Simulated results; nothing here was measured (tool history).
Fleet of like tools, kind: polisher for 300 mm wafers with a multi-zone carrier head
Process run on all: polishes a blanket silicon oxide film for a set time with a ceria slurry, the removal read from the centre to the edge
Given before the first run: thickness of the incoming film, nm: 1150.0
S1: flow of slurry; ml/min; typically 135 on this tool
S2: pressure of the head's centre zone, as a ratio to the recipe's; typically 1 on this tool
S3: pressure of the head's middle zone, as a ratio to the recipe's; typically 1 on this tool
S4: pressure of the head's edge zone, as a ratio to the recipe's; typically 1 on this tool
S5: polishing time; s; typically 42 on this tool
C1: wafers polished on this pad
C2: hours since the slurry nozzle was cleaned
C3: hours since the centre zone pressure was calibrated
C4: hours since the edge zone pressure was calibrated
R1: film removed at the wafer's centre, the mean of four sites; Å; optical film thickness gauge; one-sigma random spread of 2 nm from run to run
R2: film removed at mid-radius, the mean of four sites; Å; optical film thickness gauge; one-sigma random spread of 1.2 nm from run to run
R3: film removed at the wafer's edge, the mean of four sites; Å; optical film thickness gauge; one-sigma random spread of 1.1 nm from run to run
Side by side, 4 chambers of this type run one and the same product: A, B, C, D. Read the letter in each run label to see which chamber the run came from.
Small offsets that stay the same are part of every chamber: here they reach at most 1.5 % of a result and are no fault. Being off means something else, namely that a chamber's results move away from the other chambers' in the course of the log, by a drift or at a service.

-- day=0.021 chamber A: worn pad replaced by a new one
run 1B day=0.362 | S1=135 S2=1 S3=1 S4=1 S5=42 | C1=760 C2=314.6 C3=253.8 C4=456.9 | R1=1547.8 R2=1561.7 R3=1566.5
run 2A day=0.558 | S1=135 S2=1 S3=1 S4=1 S5=42 | C1=207 C2=72.9 C3=265.3 C4=642.9 | R1=1530 R2=1542.3 R3=1556.8
-- day=0.583 chamber B: worn pad replaced by a new one
-- day=0.6 chamber C: slurry nozzle cleaned
run 3C day=0.875 | S1=135 S2=1 S3=1 S4=1 S5=42 | C1=1257 C2=6.6 C3=207.6 C4=547.4 | R1=1579.2 R2=1569.1 R3=1545.5
run 4D day=1.108 | S1=135 S2=1 S3=1 S4=1 S5=42 | C1=564 C2=152.5 C3=485.3 C4=328.1 | R1=1538.8 R2=1569 R3=1571.1
-- day=1.142 chamber C: worn pad replaced by a new one
run 5C day=1.433 | S1=135 S2=1 S3=1 S4=1 S5=42 | C1=111 C2=20 C3=221 C4=560.8 | R1=1598.3 R2=1558.9 R3=1538.7
run 6D day=1.771 | S1=135 S2=1 S3=1 S4=1 S5=42 | C1=818 C2=168.4 C3=501.2 C4=344 | R1=1579.6 R2=1551.4 R3=1570.2
run 7A day=1.967 | S1=135 S2=1 S3=1 S4=1 S5=42 | C1=745 C2=106.7 C3=299.1 C4=676.7 | R1=1536.9 R2=1556.6 R3=1551.9
-- day=2.121 chamber D: worn pad replaced by a new one
run 8B day=2.333 | S1=135 S2=1 S3=1 S4=1 S5=42 | C1=669 C2=361.9 C3=301.1 C4=504.2 | R1=1542 R2=1548.6 R3=1539.3
run 9D day=2.7 | S1=135 S2=1.1 S3=0.91 S4=1 S5=42 | C1=222 C2=190.7 C3=523.5 C4=366.3 | R1=1740.3 R2=1425.3 R3=1565.9
-- day=2.879 chamber A: worn pad replaced by a new one
-- day=3.029 chamber B: worn pad replaced by a new one
run 10A day=3.058 | S1=135 S2=1.1 S3=0.91 S4=1 S5=42 | C1=68 C2=132.9 C3=325.3 C4=702.9 | R1=1702.1 R2=1426.3 R3=1551.9
run 11C day=3.229 | S1=135 S2=1.1 S3=0.91 S4=1 S5=42 | C1=798 C2=63.1 C3=264.1 C4=603.9 | R1=1791.4 R2=1428.8 R3=1524.2
run 12B day=3.588 | S1=135 S2=1.1 S3=0.91 S4=1 S5=42 | C1=213 C2=392 C3=331.2 C4=534.3 | R1=1718 R2=1418.9 R3=1574.8
run 13C day=3.825 | S1=135 S2=1 S3=1 S4=1 S5=42 | C1=1026 C2=77.4 C3=278.4 C4=618.2 | R1=1554.3 R2=1563.7 R3=1529.1
run 14B day=4.033 | S1=135 S2=1 S3=1 S4=1 S5=42 | C1=384 C2=402.7 C3=341.9 C4=545 | R1=1530.2 R2=1562.3 R3=1562.4
run 15D day=4.217 | S1=135 S2=1 S3=1 S4=1 S5=42 | C1=802 C2=227.1 C3=559.9 C4=402.7 | R1=1541.5 R2=1540 R3=1562.9
-- day=4.25 chamber D: worn pad replaced by a new one
run 16A day=4.392 | S1=135 S2=1 S3=1 S4=1 S5=42 | C1=578 C2=164.9 C3=357.3 C4=734.9 | R1=1508.2 R2=1544 R3=1553.1
-- day=4.45 chamber D: centre zone pressure recalibrated
run 17A day=4.625 | S1=135 S2=1 S3=1 S4=1 S5=42 | C1=668 C2=170.5 C3=362.9 C4=740.5 | R1=1519.3 R2=1539.9 R3=1563.7
-- day=4.779 chamber C: worn pad replaced by a new one
run 18B day=4.888 | S1=135 S2=1 S3=1 S4=1 S5=42 | C1=710 C2=423.2 C3=362.4 C4=565.5 | R1=1539.6 R2=1549.1 R3=1535.9
run 19D day=5.121 | S1=135 S2=1 S3=1 S4=1 S5=42 | C1=334 C2=248.8 C3=16.1 C4=424.4 | R1=1555.5 R2=1572.3 R3=1560.1
-- day=5.183 chamber B: worn pad replaced by a new one
run 20C day=5.446 | S1=135 S2=1 S3=1 S4=1 S5=35 | C1=255 C2=116.3 C3=317.3 C4=657.1 | R1=1326.2 R2=1307.5 R3=1297.6
run 21B day=5.712 | S1=135 S2=1 S3=1 S4=1 S5=35 | C1=203 C2=443 C3=382.2 C4=585.3 | R1=1305.9 R2=1282.7 R3=1302.5
-- day=5.783 chamber A: worn pad replaced by a new one
run 22A day=6.008 | S1=135 S2=1 S3=1 S4=1 S5=35 | C1=86 C2=203.7 C3=396.1 C4=773.7 | R1=1276.1 R2=1290 R3=1292
run 23D day=6.254 | S1=135 S2=1 S3=1 S4=1 S5=35 | C1=767 C2=276 C3=43.3 C4=451.6 | R1=1329 R2=1293.2 R3=1285.6
run 24C day=6.529 | S1=135 S2=1 S3=1 S4=1 S5=42 | C1=670 C2=142.3 C3=343.3 C4=683.1 | R1=1572.5 R2=1547.7 R3=1538.5
run 25D day=6.733 | S1=135 S2=1 S3=1 S4=1 S5=42 | C1=950 C2=287.5 C3=54.8 C4=463.1 | R1=1537.1 R2=1554.2 R3=1572.8
-- day=7.058 chamber D: worn pad replaced by a new one
run 26A day=7.088 | S1=135 S2=1 S3=1 S4=1 S5=42 | C1=498 C2=229.6 C3=422 C4=799.6 | R1=1529.8 R2=1567.8 R3=1576.8
-- day=7.304 chamber B: worn pad replaced by a new one
run 27B day=7.325 | S1=135 S2=1 S3=1 S4=1 S5=42 | C1=8 C2=481.7 C3=420.9 C4=624 | R1=1532.8 R2=1574.4 R3=1561.5
-- day=7.558 chamber C: worn pad replaced by a new one
run 28C day=7.625 | S1=135 S2=1 S3=0.95 S4=1 S5=42 | C1=25 C2=168.6 C3=369.6 C4=709.4 | R1=1601.7 R2=1488.6 R3=1545.2
run 29D day=7.862 | S1=135 S2=1 S3=0.95 S4=1 S5=42 | C1=308 C2=314.6 C3=81.9 C4=490.2 | R1=1584.5 R2=1470 R3=1556.4
run 30B day=8.179 | S1=135 S2=1 S3=0.95 S4=1 S5=42 | C1=335 C2=502.2 C3=441.4 C4=644.5 | R1=1564.5 R2=1493.1 R3=1555.3
run 31A day=8.446 | S1=135 S2=1 S3=0.95 S4=1 S5=42 | C1=1018 C2=262.2 C3=454.6 C4=832.2 | R1=1554.5 R2=1482.9 R3=1556
-- day=8.571 chamber A: worn pad replaced by a new one
run 32C day=8.667 | S1=135 S2=1 S3=1 S4=1 S5=42 | C1=424 C2=193.6 C3=394.6 C4=734.4 | R1=1553.4 R2=1564.7 R3=1529.4
-- day=8.788 chamber D: edge zone pressure recalibrated
run 33D day=8.879 | S1=135 S2=1 S3=1 S4=1 S5=42 | C1=697 C2=339 C3=106.3 C4=2.2 | R1=1551.4 R2=1549 R3=1583
run 34C day=9.242 | S1=135 S2=1 S3=1 S4=1 S5=42 | C1=644 C2=207.4 C3=408.4 C4=748.2 | R1=1570.9 R2=1571.9 R3=1533.2
run 35B day=9.412 | S1=135 S2=1 S3=1 S4=1 S5=42 | C1=807 C2=531.8 C3=471 C4=674.1 | R1=1545.9 R2=1562.4 R3=1564.5
-- day=9.496 chamber B: worn pad replaced by a new one
-- day=9.517 chamber D: worn pad replaced by a new one
run 36A day=9.617 | S1=135 S2=1 S3=1 S4=1 S5=42 | C1=400 C2=290.3 C3=482.7 C4=860.3 | R1=1534.2 R2=1541.2 R3=1557.9
run 37D day=9.938 | S1=135 S2=1 S3=1 S4=1 S5=42 | C1=162 C2=364.4 C3=131.7 C4=27.6 | R1=1546.1 R2=1565.2 R3=1553.7
run 38B day=10.104 | S1=135 S2=1 S3=1 S4=1 S5=42 | C1=234 C2=548.4 C3=487.6 C4=690.7 | R1=1509.3 R2=1566.4 R3=1548
run 39A day=10.429 | S1=135 S2=1 S3=0.91 S4=1 S5=42 | C1=711 C2=309.8 C3=502.2 C4=879.8 | R1=1539 R2=1422.4 R3=1551.2

Next, all 4 chambers run the settings below, one line each with question marks for the results. What does each chamber give?
run 40A day=10.692 | S1=135 S2=1 S3=1 S4=1 S5=42 | R1=? R2=? R3=?
run 40B day=10.692 | S1=135 S2=1 S3=1 S4=1 S5=42 | R1=? R2=? R3=?
run 40C day=10.692 | S1=135 S2=1 S3=1 S4=1 S5=42 | R1=? R2=? R3=?
run 40D day=10.692 | S1=135 S2=1 S3=1 S4=1 S5=42 | R1=? R2=? R3=?

run=40A R1=1533.5 R2=1539.5 R3=1547.4
run=40B R1=1588.1 R2=1555 R3=1553.4
run=40C R1=1599.1 R2=1561.3 R3=1536.3
run=40D R1=1535.1 R2=1545.5 R3=1592.6
